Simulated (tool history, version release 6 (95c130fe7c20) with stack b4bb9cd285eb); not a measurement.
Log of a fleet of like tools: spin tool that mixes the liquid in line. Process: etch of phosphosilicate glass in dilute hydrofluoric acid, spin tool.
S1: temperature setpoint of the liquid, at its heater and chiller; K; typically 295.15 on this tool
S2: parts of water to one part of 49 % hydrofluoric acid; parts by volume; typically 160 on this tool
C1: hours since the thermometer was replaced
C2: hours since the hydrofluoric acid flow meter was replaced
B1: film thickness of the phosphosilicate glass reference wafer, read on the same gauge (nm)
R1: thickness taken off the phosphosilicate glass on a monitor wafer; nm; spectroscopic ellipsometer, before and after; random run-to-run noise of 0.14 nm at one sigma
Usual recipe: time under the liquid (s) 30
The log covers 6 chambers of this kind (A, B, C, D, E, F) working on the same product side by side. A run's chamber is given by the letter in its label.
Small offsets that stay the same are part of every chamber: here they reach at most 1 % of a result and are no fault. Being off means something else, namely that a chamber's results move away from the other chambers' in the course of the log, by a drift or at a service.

{"run": "1D", "day": 0.325, "S1": 295.15, "S2": 160, "time under the liquid (s)": 30, "C1": 1192, "C2": 533.9, "B1": 79.999, "R1": 16.517}
{"run": "2B", "day": 0.946, "S1": 295.15, "S2": 160, "time under the liquid (s)": 30, "C1": 1297.6, "C2": 1434.3, "B1": 79.963, "R1": 16.532}
{"run": "3C", "day": 1.421, "S1": 295.15, "S2": 160, "time under the liquid (s)": 30, "C1": 84.2, "C2": 959.5, "B1": 79.99, "R1": 16.644}
{"run": "4A", "day": 1.908, "S1": 295.15, "S2": 160, "time under the liquid (s)": 30, "C1": 543.3, "C2": 1850.8, "B1": 80.006, "R1": 16.766}
{"run": "5F", "day": 2.288, "S1": 295.15, "S2": 160, "time under the liquid (s)": 30, "C1": 134.8, "C2": 741.8, "B1": 80.026, "R1": 16.668}
{"run": "6E", "day": 2.821, "S1": 295.15, "S2": 160, "time under the liquid (s)": 30, "C1": 354, "C2": 2208.3, "B1": 79.995, "R1": 16.713}
{"day": 3.158, "done": "chamber F: hydrofluoric acid flow meter replaced"}
{"run": "7A", "day": 3.371, "S1": 295.15, "S2": 160, "time under the liquid (s)": 30, "C1": 578.4, "C2": 1885.9, "B1": 80.003, "R1": 16.722}
{"run": "8F", "day": 3.908, "S1": 295.15, "S2": 160, "time under the liquid (s)": 30, "C1": 173.7, "C2": 18, "B1": 79.973, "R1": 16.811}
{"run": "9E", "day": 4.492, "S1": 295.15, "S2": 160, "time under the liquid (s)": 30, "C1": 394.1, "C2": 2248.4, "B1": 79.982, "R1": 16.658}
{"run": "10B", "day": 5.121, "S1": 298.65, "S2": 160, "time under the liquid (s)": 15, "C1": 1397.8, "C2": 1534.5, "B1": 80.011, "R1": 9.4024}
{"day": 5.312, "done": "chamber A: hydrofluoric acid flow meter replaced"}
{"run": "11D", "day": 5.712, "S1": 298.65, "S2": 160, "time under the liquid (s)": 15, "C1": 1321.3, "C2": 663.2, "B1": 79.992, "R1": 9.4106}
{"run": "12C", "day": 6.35, "S1": 298.65, "S2": 160, "time under the liquid (s)": 15, "C1": 202.5, "C2": 1077.8, "B1": 80.004, "R1": 9.6227}
{"day": 6.358, "done": "chamber C: hydrofluoric acid flow meter replaced"}
{"run": "13F", "day": 6.888, "S1": 298.65, "S2": 160, "time under the liquid (s)": 15, "C1": 245.2, "C2": 89.5, "B1": 79.996, "R1": 9.5089}
{"run": "14A", "day": 7.438, "S1": 298.65, "S2": 160, "time under the liquid (s)": 15, "C1": 676, "C2": 51.1, "B1": 79.994, "R1": 9.4721}
{"run": "15C", "day": 7.817, "S1": 298.65, "S2": 160, "time under the liquid (s)": 15, "C1": 237.7, "C2": 35, "B1": 80.006, "R1": 9.3618}
{"run": "16E", "day": 8.462, "S1": 295.15, "S2": 160, "time under the liquid (s)": 30, "C1": 489.4, "C2": 2343.7, "B1": 79.997, "R1": 16.4}
{"run": "17B", "day": 9.0, "S1": 295.15, "S2": 160, "time under the liquid (s)": 30, "C1": 1490.9, "C2": 1627.6, "B1": 79.996, "R1": 16.627}
{"run": "18D", "day": 9.567, "S1": 295.15, "S2": 160, "time under the liquid (s)": 30, "C1": 1413.8, "C2": 755.7, "B1": 80.005, "R1": 16.618}
{"run": "19C", "day": 9.967, "S1": 295.15, "S2": 160, "time under the liquid (s)": 30, "C1": 289.3, "C2": 86.6, "B1": 80.013, "R1": 16.556}
{"day": 10.317, "done": "chamber E: hydrofluoric acid flow meter replaced"}
{"run": "20A", "day": 10.508, "S1": 295.15, "S2": 160, "time under the liquid (s)": 30, "C1": 749.7, "C2": 124.8, "B1": 80.007, "R1": 16.645}
{"run": "21F", "day": 10.871, "S1": 295.15, "S2": 160, "time under the liquid (s)": 30, "C1": 340.8, "C2": 185.1, "B1": 80.004, "R1": 16.433}
{"run": "22E", "day": 11.329, "S1": 295.15, "S2": 160, "time under the liquid (s)": 30, "C1": 558.2, "C2": 24.3, "B1": 79.991, "R1": 16.444}
{"run": "23B", "day": 11.754, "S1": 295.15, "S2": 160, "time under the liquid (s)": 30, "C1": 1557, "C2": 1693.7, "B1": 80.001, "R1": 16.751}
{"run": "24D", "day": 12.042, "S1": 295.15, "S2": 160, "time under the liquid (s)": 30, "C1": 1473.2, "C2": 815.1, "B1": 79.986, "R1": 16.333}
{"run": "25B", "day": 12.329, "S1": 295.15, "S2": 160, "time under the liquid (s)": 30, "C1": 1570.8, "C2": 1707.5, "B1": 80.007, "R1": 16.405}
{"run": "26C", "day": 12.867, "S1": 295.15, "S2": 160, "time under the liquid (s)": 30, "C1": 358.9, "C2": 156.2, "B1": 80.009, "R1": 16.624}
{"day": 13.008, "done": "chamber D: hydrofluoric acid flow meter replaced"}
{"run": "27A", "day": 13.204, "S1": 295.15, "S2": 210, "time under the liquid (s)": 30, "C1": 814.4, "C2": 189.5, "B1": 79.993, "R1": 12.093}
{"run": "28D", "day": 13.838, "S1": 295.15, "S2": 210, "time under the liquid (s)": 30, "C1": 1516.3, "C2": 20, "B1": 80.002, "R1": 11.958}
{"run": "29E", "day": 14.125, "S1": 295.15, "S2": 210, "time under the liquid (s)": 30, "C1": 625.3, "C2": 91.4, "B1": 79.956, "R1": 11.905}
{"run": "30F", "day": 14.75, "S1": 295.15, "S2": 210, "time under the liquid (s)": 30, "C1": 433.9, "C2": 278.2, "B1": 80.007, "R1": 11.977}
{"run": "31C", "day": 15.125, "S1": 295.15, "S2": 210, "time under the liquid (s)": 30, "C1": 413.1, "C2": 210.4, "B1": 80.015, "R1": 11.967}
{"run": "32B", "day": 15.771, "S1": 295.15, "S2": 210, "time under the liquid (s)": 30, "C1": 1653.4, "C2": 1790.1, "B1": 79.975, "R1": 11.79}
{"run": "33A", "day": 16.242, "S1": 295.15, "S2": 160, "time under the liquid (s)": 30, "C1": 887.3, "C2": 262.4, "B1": 80.011, "R1": 16.596}
{"run": "34E", "day": 16.821, "S1": 295.15, "S2": 160, "time under the liquid (s)": 30, "C1": 690, "C2": 156.1, "B1": 80.002, "R1": 16.275}
{"run": "35F", "day": 17.104, "S1": 295.15, "S2": 160, "time under the liquid (s)": 30, "C1": 490.4, "C2": 334.7, "B1": 79.995, "R1": 16.412}
{"run": "36D", "day": 17.542, "S1": 295.15, "S2": 160, "time under the liquid (s)": 30, "C1": 1605.2, "C2": 108.9, "B1": 79.966, "R1": 16.404}
{"run": "37B", "day": 18.079, "S1": 295.15, "S2": 160, "time under the liquid (s)": 30, "C1": 1708.8, "C2": 1845.5, "B1": 79.983, "R1": 16.197}
{"run": "38D", "day": 18.5, "S1": 295.15, "S2": 160, "time under the liquid (s)": 30, "C1": 1628.2, "C2": 131.9, "B1": 79.973, "R1": 16.701}

The same settings go to every chamber for the next run, one line per chamber below. Forecast the results for each:
{"run": "39A", "day": 18.967, "S1": 293.15, "S2": 160, "time under the liquid (s)": 30, "R1": "?"}
{"run": "39B", "day": 18.967, "S1": 293.15, "S2": 160, "time under the liquid (s)": 30, "R1": "?"}
{"run": "39C", "day": 18.967, "S1": 293.15, "S2": 160, "time under the liquid (s)": 30, "R1": "?"}
{"run": "39D", "day": 18.967, "S1": 293.15, "S2": 160, "time under the liquid (s)": 30, "R1": "?"}
{"run": "39E", "day": 18.967, "S1": 293.15, "S2": 160, "time under the liquid (s)": 30, "R1": "?"}
{"run": "39F", "day": 18.967, "S1": 293.15, "S2": 160, "time under the liquid (s)": 30, "R1": "?"}

run=39A R1=15.289
run=39B R1=15.223
run=39C R1=15.28
run=39D R1=15.285
run=39E R1=15.22
run=39F R1=15.45
